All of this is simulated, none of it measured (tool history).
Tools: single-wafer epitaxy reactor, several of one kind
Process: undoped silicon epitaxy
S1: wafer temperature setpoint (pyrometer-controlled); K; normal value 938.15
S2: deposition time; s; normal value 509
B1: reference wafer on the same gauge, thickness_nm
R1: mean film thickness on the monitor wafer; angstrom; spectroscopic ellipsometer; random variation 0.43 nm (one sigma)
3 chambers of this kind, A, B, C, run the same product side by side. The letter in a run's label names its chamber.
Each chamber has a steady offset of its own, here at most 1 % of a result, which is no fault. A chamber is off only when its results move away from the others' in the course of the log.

Run 1A, hour 10.2: usual settings; B1 135.92. Result: R1 1177.9 angstrom.
Run 2B, hour 20: usual settings; B1 136.03. Result: R1 1171.8 angstrom.
Run 3C, hour 30.5: usual settings; B1 135.97. Result: R1 1181.9 angstrom.
Run 4B, hour 39: usual settings; B1 135.98. Result: R1 1175.6 angstrom.
Run 5A, hour 44.5: usual settings; B1 136.07. Result: R1 1174 angstrom.
Run 6C, hour 56.1: usual settings; B1 135.93. Result: R1 1180.6 angstrom.
Run 7B, hour 65.3: usual settings; B1 135.99. Result: R1 1175.1 angstrom.
Run 8C, hour 73.1: usual settings but S1 928.15 K, S2 456 s; B1 135.96. Result: R1 854.32 angstrom.
Run 9A, hour 78.2: usual settings but S1 928.15 K, S2 456 s; B1 136.09. Result: R1 844.9 angstrom.
Run 10C, hour 88.5: usual settings but S1 928.15 K, S2 456 s; B1 135.85. Result: R1 848.39 angstrom.
Run 11B, hour 96.1: usual settings; B1 136.04. Result: R1 1166.4 angstrom.
Run 12A, hour 104.8: usual settings but S2 453 s; B1 135.86. Result: R1 1028.7 angstrom.
Run 13B, hour 110.3: usual settings but S2 453 s; B1 136.03. Result: R1 1046.6 angstrom.
Run 14A, hour 115.4: usual settings but S2 453 s; B1 135.95. Result: R1 1021.7 angstrom.
Run 15C, hour 121.7: usual settings; B1 136.12. Result: R1 1182 angstrom.
Run 16B, hour 131.9: usual settings; B1 136.06. Result: R1 1173.6 angstrom.
Run 17C, hour 140.1: usual settings; B1 135.94. Result: R1 1186.4 angstrom.
Run 18A, hour 146.1: usual settings; B1 135.97. Result: R1 1139.1 angstrom.
Run 19C, hour 154.2: usual settings; B1 136.03. Result: R1 1179.9 angstrom.
Run 20A, hour 160.7: usual settings; B1 136.04. Result: R1 1123.9 angstrom.
Run 21B, hour 169.8: usual settings; B1 135.99. Result: R1 1180.7 angstrom.
Run 22B, hour 179.2: usual settings but S2 565 s; B1 136.01. Result: R1 1297.5 angstrom.
Run 23A, hour 187.4: usual settings but S2 565 s; B1 136.02. Result: R1 1243.3 angstrom.

Next, every chamber runs the same settings. What will each give?
Run 24A, hour 195.7: usual settings. Result: R1 ?.
Run 24B, hour 195.7: usual settings. Result: R1 ?.
Run 24C, hour 195.7: usual settings. Result: R1 ?.

run      R1
24A  1114.7
24B  1168.6
24C  1181.2
